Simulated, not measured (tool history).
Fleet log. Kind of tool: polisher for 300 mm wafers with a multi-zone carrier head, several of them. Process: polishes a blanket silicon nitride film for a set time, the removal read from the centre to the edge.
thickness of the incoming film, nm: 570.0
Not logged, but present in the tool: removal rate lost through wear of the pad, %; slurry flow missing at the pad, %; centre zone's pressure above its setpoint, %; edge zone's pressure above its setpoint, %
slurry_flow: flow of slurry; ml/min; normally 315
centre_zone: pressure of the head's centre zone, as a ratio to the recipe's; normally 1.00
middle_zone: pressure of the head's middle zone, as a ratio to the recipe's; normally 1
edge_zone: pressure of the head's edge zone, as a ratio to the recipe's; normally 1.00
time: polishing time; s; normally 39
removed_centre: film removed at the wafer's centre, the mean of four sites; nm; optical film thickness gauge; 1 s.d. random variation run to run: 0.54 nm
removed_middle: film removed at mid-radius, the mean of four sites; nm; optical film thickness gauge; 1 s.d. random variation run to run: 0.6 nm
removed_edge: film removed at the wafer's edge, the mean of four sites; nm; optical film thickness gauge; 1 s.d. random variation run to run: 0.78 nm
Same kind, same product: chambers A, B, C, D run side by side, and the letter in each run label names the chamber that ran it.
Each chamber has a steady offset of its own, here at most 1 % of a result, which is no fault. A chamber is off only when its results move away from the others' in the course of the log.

| run | hour | slurry_flow | centre_zone | middle_zone | edge_zone | time | wafers polished on this pad | hours since the slurry nozzle was cleaned | hours since the centre zone pressure was calibrated | hours since the edge zone pressure was calibrated | removed_centre | removed_middle | removed_edge |
|---|---|---|---|---|---|---|---|---|---|---|---|---|---|
| 1C | 5.3 | 315 | 1.00 | 1 | 1.00 | 39 | 42 | 240.8 | 731.0 | 866.2 | 68.561 | 68.989 | 68.622 |
| 2B | 10.4 | 315 | 1.00 | 1 | 1.00 | 39 | 1071 | 97.6 | 390.8 | 1190.7 | 67.527 | 68.624 | 68.749 |
| 3A | 15.2 | 315 | 1.00 | 1 | 1.00 | 39 | 290 | 361.1 | 373.2 | 246.4 | 68.642 | 67.796 | 68.390 |
| 4D | 22.6 | 315 | 1.00 | 1 | 1.00 | 39 | 249 | 229.2 | 488.1 | 664.8 | 67.863 | 67.621 | 67.896 |
| 5C | 28.9 | 315 | 1.00 | 1 | 1.00 | 39 | 201 | 264.4 | 754.6 | 889.8 | 67.674 | 68.314 | 68.111 |
| 6A | 33.5 | 315 | 1.00 | 1 | 1.00 | 39 | 413 | 379.4 | 391.5 | 264.7 | 69.037 | 66.978 | 68.085 |
|  | 37.7 | chamber C: centre zone pressure recalibrated |
| 7B | 40.9 | 315 | 1.00 | 1 | 1.00 | 39 | 1277 | 128.1 | 421.3 | 1221.2 | 68.421 | 68.561 | 68.531 |
| 8D | 47.4 | 315 | 1.00 | 1 | 1.00 | 39 | 417 | 254.0 | 512.9 | 689.6 | 68.801 | 68.187 | 67.880 |
|  | 49.7 | chamber B: worn pad replaced by a new one |
| 9D | 52.7 | 315 | 1.00 | 1 | 1.00 | 39 | 452 | 259.3 | 518.2 | 694.9 | 67.927 | 67.163 | 68.679 |
|  | 53.5 | chamber A: edge zone pressure recalibrated |
| 10C | 56.4 | 315 | 1.00 | 1 | 1.00 | 39 | 386 | 291.9 | 18.7 | 917.3 | 68.013 | 67.577 | 69.054 |
| 11A | 62.3 | 315 | 1.00 | 1 | 1.00 | 39 | 608 | 408.2 | 420.3 | 8.8 | 68.970 | 68.151 | 69.346 |
| 12B | 69.9 | 315 | 1.00 | 1 | 1.00 | 39 | 136 | 157.1 | 450.3 | 1250.2 | 68.001 | 68.272 | 69.435 |
|  | 74.7 | chamber D: centre zone pressure recalibrated |
| 13A | 76.2 | 315 | 1.00 | 1 | 1.00 | 39 | 702 | 422.1 | 434.2 | 22.7 | 67.875 | 68.856 | 68.681 |
| 14D | 82.1 | 315 | 1.00 | 1 | 1.00 | 39 | 651 | 288.7 | 7.5 | 724.3 | 68.940 | 68.408 | 68.836 |
| 15C | 85.9 | 315 | 1.00 | 1 | 1.00 | 39 | 585 | 321.4 | 48.2 | 946.8 | 67.758 | 67.741 | 68.721 |
| 16B | 91.4 | 315 | 1.00 | 1 | 1.00 | 39 | 281 | 178.6 | 471.8 | 1271.7 | 68.666 | 68.337 | 67.541 |
|  | 92.4 | chamber D: worn pad replaced by a new one |
| 17A | 97.4 | 315 | 1.00 | 1 | 1.00 | 39 | 845 | 443.3 | 455.4 | 43.9 | 68.162 | 68.704 | 67.396 |
| 18C | 105.6 | 315 | 1.00 | 1 | 1.00 | 39 | 718 | 341.1 | 67.9 | 966.5 | 67.420 | 67.889 | 69.266 |
| 19D | 113.1 | 255 | 1.00 | 1 | 1.00 | 39 | 140 | 319.7 | 38.5 | 755.3 | 66.727 | 66.517 | 67.765 |
|  | 113.5 | chamber B: edge zone pressure recalibrated |
|  | 114.9 | chamber A: centre zone pressure recalibrated |
|  | 117.7 | chamber B: slurry nozzle cleaned |
| 20B | 120.0 | 255 | 1.00 | 1 | 1.00 | 39 | 474 | 2.3 | 500.4 | 6.5 | 66.036 | 67.842 | 65.625 |
| 21B | 126.5 | 255 | 1.00 | 1 | 1.00 | 39 | 518 | 8.8 | 506.9 | 13.0 | 66.861 | 67.243 | 66.360 |
| 22D | 130.6 | 255 | 1.00 | 1 | 1.00 | 39 | 258 | 337.2 | 56.0 | 772.8 | 66.163 | 66.061 | 66.756 |
| 23A | 138.6 | 315 | 1.00 | 1 | 1.00 | 39 | 1123 | 484.5 | 23.8 | 85.1 | 67.986 | 68.181 | 69.272 |
| 24C | 143.9 | 315 | 1.00 | 1 | 1.00 | 39 | 977 | 379.4 | 106.2 | 1004.8 | 67.232 | 67.635 | 67.580 |
|  | 146.7 | chamber A: worn pad replaced by a new one |
| 25C | 149.5 | 315 | 1.00 | 1 | 1.00 | 39 | 1015 | 385.0 | 111.8 | 1010.4 | 66.772 | 68.133 | 68.226 |
| 26B | 156.6 | 315 | 1.00 | 1 | 1.00 | 39 | 721 | 38.9 | 537.0 | 43.1 | 68.486 | 67.941 | 69.932 |
|  | 162.4 | chamber D: slurry nozzle cleaned |
| 27D | 163.4 | 315 | 1.00 | 1 | 1.00 | 39 | 479 | 1.0 | 88.8 | 805.6 | 68.238 | 68.467 | 68.898 |
| 28A | 168.2 | 315 | 1.00 | 1 | 1.00 | 39 | 145 | 514.1 | 53.4 | 114.7 | 68.067 | 67.912 | 67.353 |
| 29D | 174.0 | 315 | 1.00 | 1 | 1.00 | 32 | 551 | 11.6 | 99.4 | 816.2 | 55.968 | 55.706 | 55.812 |
|  | 179.8 | chamber C: worn pad replaced by a new one |
| 30B | 181.4 | 315 | 1.00 | 1 | 1.00 | 32 | 888 | 63.7 | 561.8 | 67.9 | 56.904 | 56.236 | 56.033 |
| 31A | 188.0 | 315 | 1.00 | 1 | 1.00 | 32 | 279 | 533.9 | 73.2 | 134.5 | 56.089 | 55.911 | 56.889 |
| 32C | 192.4 | 315 | 1.00 | 1 | 1.00 | 32 | 85 | 427.9 | 154.7 | 1053.3 | 56.187 | 56.170 | 55.464 |
|  | 195.5 | chamber D: worn pad replaced by a new one |
| 33D | 197.9 | 315 | 1.00 | 1 | 1.00 | 39 | 16 | 35.5 | 123.3 | 840.1 | 68.863 | 68.774 | 68.113 |
| 34C | 201.9 | 315 | 1.05 | 1 | 0.93 | 39 | 149 | 437.4 | 164.2 | 1062.8 | 71.329 | 67.844 | 65.674 |
| 35B | 209.2 | 315 | 1.05 | 1 | 0.93 | 39 | 1076 | 91.5 | 589.6 | 95.7 | 72.360 | 68.592 | 64.956 |
| 36A | 217.4 | 315 | 1.05 | 1 | 0.93 | 39 | 477 | 563.3 | 102.6 | 163.9 | 73.050 | 66.734 | 65.538 |
| 37C | 223.0 | 315 | 1.05 | 1 | 0.93 | 39 | 291 | 458.5 | 185.3 | 1083.9 | 72.002 | 67.808 | 66.947 |

One chamber off, gauge drift, or nothing amiss beyond the chambers' own small offsets? If it is a chamber, which one, and what is the likeliest cause?

Beyond each chamber's small constant offset nothing stands out, and the gauge stays steady.

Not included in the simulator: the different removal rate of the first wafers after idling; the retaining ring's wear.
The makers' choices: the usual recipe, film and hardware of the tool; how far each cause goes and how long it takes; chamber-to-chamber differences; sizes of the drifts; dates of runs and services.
